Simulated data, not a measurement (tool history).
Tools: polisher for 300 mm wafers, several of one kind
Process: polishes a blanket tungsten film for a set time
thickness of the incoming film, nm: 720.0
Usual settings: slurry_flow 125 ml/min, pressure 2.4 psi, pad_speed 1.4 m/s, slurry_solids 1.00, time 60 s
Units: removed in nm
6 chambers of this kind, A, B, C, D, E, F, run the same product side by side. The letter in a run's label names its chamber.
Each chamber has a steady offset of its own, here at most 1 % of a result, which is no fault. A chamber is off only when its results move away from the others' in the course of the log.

run	day	slurry_flow	pressure	pad_speed	slurry_solids	time	wafers polished on this pad	hours since the slurry nozzle was cleaned	hours since the head pressure was calibrated	hours since the slurry blender was calibrated	hours since the slurry got fresh peroxide	removed
# day 0.112: chamber C: worn pad replaced by a new one
# day 0.212: chamber E: slurry tank refilled with fresh slurry and peroxide
# day 0.350: chamber C: slurry blender recalibrated
# day 0.350: chamber D: head pressure recalibrated
1B	0.446	125	2.4	1.4	1.00	60	220	147.3	167.3	25.0	34.2	272.07
# day 0.838: chamber F: slurry blender recalibrated
# day 1.083: chamber E: worn pad replaced by a new one
# day 1.096: chamber F: worn pad replaced by a new one
2A	1.096	125	2.4	1.4	1.00	60	498	339.4	798.2	46.2	201.7	267.68
# day 1.575: chamber A: slurry tank refilled with fresh slurry and peroxide
3F	1.654	125	2.4	1.4	1.00	60	91	107.4	702.5	19.7	127.8	271.17
# day 2.029: chamber C: slurry tank refilled with fresh slurry and peroxide
# day 2.067: chamber D: slurry tank refilled with fresh slurry and peroxide
# day 2.142: chamber A: worn pad replaced by a new one
4C	2.254	125	2.4	1.4	1.00	60	351	62.1	755.8	45.8	5.4	279.42
5D	2.829	125	2.4	1.4	1.00	60	584	97.8	59.6	200.6	18.3	282.06
# day 2.983: chamber D: worn pad replaced by a new one
6E	3.383	125	2.4	1.4	1.00	60	378	663.0	436.5	330.5	76.2	268.56
# day 3.854: chamber B: worn pad replaced by a new one
# day 3.892: chamber C: worn pad replaced by a new one
7D	4.029	125	2.4	1.4	1.00	60	172	126.6	88.4	229.4	47.1	275.37
# day 4.075: chamber E: slurry tank refilled with fresh slurry and peroxide
8B	4.462	125	2.4	1.4	1.00	60	100	243.7	263.7	121.4	130.6	278.38
# day 4.542: chamber F: slurry tank refilled with fresh slurry and peroxide
# day 4.662: chamber E: slurry blender recalibrated
# day 4.700: chamber B: slurry blender recalibrated
9A	4.796	165	2.4	1.4	0.80	60	436	428.2	887.0	135.0	77.4	272.41
10F	5.258	165	2.4	1.4	0.80	60	683	193.9	789.0	106.2	17.2	275.95
# day 5.421: chamber E: worn pad replaced by a new one
# day 5.446: chamber A: head pressure recalibrated
# day 5.783: chamber C: slurry tank refilled with fresh slurry and peroxide
11C	5.900	165	2.4	1.4	0.80	60	329	149.6	843.3	133.3	2.8	270.04
# day 6.083: chamber B: slurry tank refilled with fresh slurry and peroxide
12E	6.225	165	2.4	1.4	0.80	60	132	731.2	504.7	37.5	51.7	275.08
# day 6.538: chamber F: slurry blender recalibrated
# day 6.554: chamber A: worn pad replaced by a new one
# day 6.567: chamber D: worn pad replaced by a new one
13B	6.783	165	2.4	1.4	0.80	60	481	299.4	319.4	50.1	16.9	282.42
14F	7.071	165	2.4	1.4	0.80	60	981	237.4	832.5	12.9	60.7	272.23
# day 7.158: chamber D: slurry blender recalibrated
# day 7.312: chamber F: worn pad replaced by a new one
# day 7.442: chamber C: worn pad replaced by a new one
# day 7.496: chamber A: slurry blender recalibrated
# day 7.504: chamber E: slurry tank refilled with fresh slurry and peroxide
# day 7.542: chamber F: head pressure recalibrated
# day 7.596: chamber D: slurry tank refilled with fresh slurry and peroxide
15A	7.625	125	2.4	1.4	1.00	60	176	496.1	52.4	3.2	145.3	272.52
# day 8.212: chamber C: slurry blender recalibrated
16D	8.242	125	2.4	1.4	1.00	60	275	227.7	189.5	26.1	15.5	274.85
# day 8.342: chamber B: worn pad replaced by a new one
17E	8.754	125	2.4	1.4	1.00	60	547	791.9	565.4	98.2	30.0	269.88
# day 8.875: chamber E: worn pad replaced by a new one
# day 9.029: chamber B: slurry blender recalibrated
18C	9.188	125	2.4	1.4	1.00	60	287	228.5	922.2	23.5	81.7	273.77
# day 9.375: chamber C: slurry tank refilled with fresh slurry and peroxide
19A	9.738	125	2.4	1.4	1.00	60	523	546.8	103.1	53.9	196.0	267.77
# day 9.838: chamber A: slurry tank refilled with fresh slurry and peroxide
20B	10.067	125	2.4	1.4	1.00	60	283	378.2	398.2	24.9	95.7	271.89
# day 10.221: chamber D: worn pad replaced by a new one
# day 10.338: chamber A: worn pad replaced by a new one
# day 10.638: chamber E: slurry nozzle cleaned
# day 10.642: chamber C: worn pad replaced by a new one
21D	10.650	125	2.4	1.4	1.00	60	70	285.5	247.3	83.9	73.3	270.00
# day 10.792: chamber E: slurry tank refilled with fresh slurry and peroxide
# day 10.925: chamber A: slurry nozzle cleaned
22C	11.233	125	2.4	1.4	1.00	60	97	277.6	971.3	72.6	44.7	274.78
# day 11.467: chamber C: slurry nozzle cleaned
23F	11.821	125	2.8	1.4	1.15	60	740	351.4	102.7	126.9	174.7	329.63
24E	12.146	125	2.8	1.4	1.15	60	537	36.3	646.8	179.6	32.6	331.94
# day 12.458: chamber F: slurry blender recalibrated
# day 12.512: chamber D: slurry tank refilled with fresh slurry and peroxide
25B	12.567	125	2.8	1.4	1.15	60	694	438.2	458.2	84.9	155.7	327.85
# day 12.729: chamber E: worn pad replaced by a new one
# day 12.742: chamber F: slurry tank refilled with fresh slurry and peroxide
# day 12.767: chamber C: slurry tank refilled with fresh slurry and peroxide
26C	12.850	125	2.8	1.4	1.15	60	363	33.2	1010.1	111.4	2.0	333.65
# day 13.271: chamber B: worn pad replaced by a new one
# day 13.300: chamber B: slurry blender recalibrated
27A	13.408	125	2.8	1.4	1.15	60	504	59.6	191.2	142.0	85.7	330.40
# day 13.554: chamber D: worn pad replaced by a new one
28D	13.817	125	2.8	1.4	1.15	60	43	361.5	323.3	159.9	31.4	331.52
# day 13.967: chamber F: slurry nozzle cleaned
# day 14.158: chamber B: slurry tank refilled with fresh slurry and peroxide
29E	14.338	125	2.4	1.4	1.00	60	264	88.9	699.4	232.2	85.2	271.88
# day 14.350: chamber A: worn pad replaced by a new one
# day 14.521: chamber C: worn pad replaced by a new one
30F	14.904	125	2.4	1.4	1.00	60	1247	22.6	176.7	58.8	52.0	276.34
# day 15.012: chamber E: slurry tank refilled with fresh slurry and peroxide
# day 15.017: chamber C: slurry blender recalibrated
31F	15.333	125	2.4	1.4	1.00	60	1317	32.9	187.0	69.1	62.3	276.56
32B	15.929	125	2.4	1.4	1.00	60	437	518.9	538.9	63.1	42.6	268.64
# day 16.000: chamber A: slurry blender recalibrated
33A	16.358	125	2.4	1.4	1.00	40	330	130.4	262.0	8.6	156.5	179.93
# day 16.404: chamber C: slurry tank refilled with fresh slurry and peroxide
# day 16.517: chamber B: head pressure recalibrated
34C	16.742	125	2.4	1.4	1.00	40	365	126.6	1103.5	41.5	8.1	182.48
# day 16.967: chamber E: worn pad replaced by a new one
35E	17.108	125	2.4	1.4	1.00	40	23	155.4	765.9	298.7	50.3	180.24
# day 17.508: chamber B: slurry blender recalibrated
36D	17.567	125	2.4	1.4	1.00	40	659	451.5	413.3	249.9	121.4	179.87
# day 17.725: chamber B: worn pad replaced by a new one
37B	17.921	125	2.4	1.4	1.00	40	32	566.7	33.7	10.0	90.4	182.80
# day 18.312: chamber E: slurry tank refilled with fresh slurry and peroxide
38E	18.521	125	2.4	1.4	1.00	40	255	189.3	799.8	332.6	5.0	181.18

What goes on in this fleet: one chamber off, a drifting gauge, or nothing beyond the chambers' own small offsets? Name the chamber and the cause, if any.

No chamber stands off beyond its own small offset, and the gauge holds steady.

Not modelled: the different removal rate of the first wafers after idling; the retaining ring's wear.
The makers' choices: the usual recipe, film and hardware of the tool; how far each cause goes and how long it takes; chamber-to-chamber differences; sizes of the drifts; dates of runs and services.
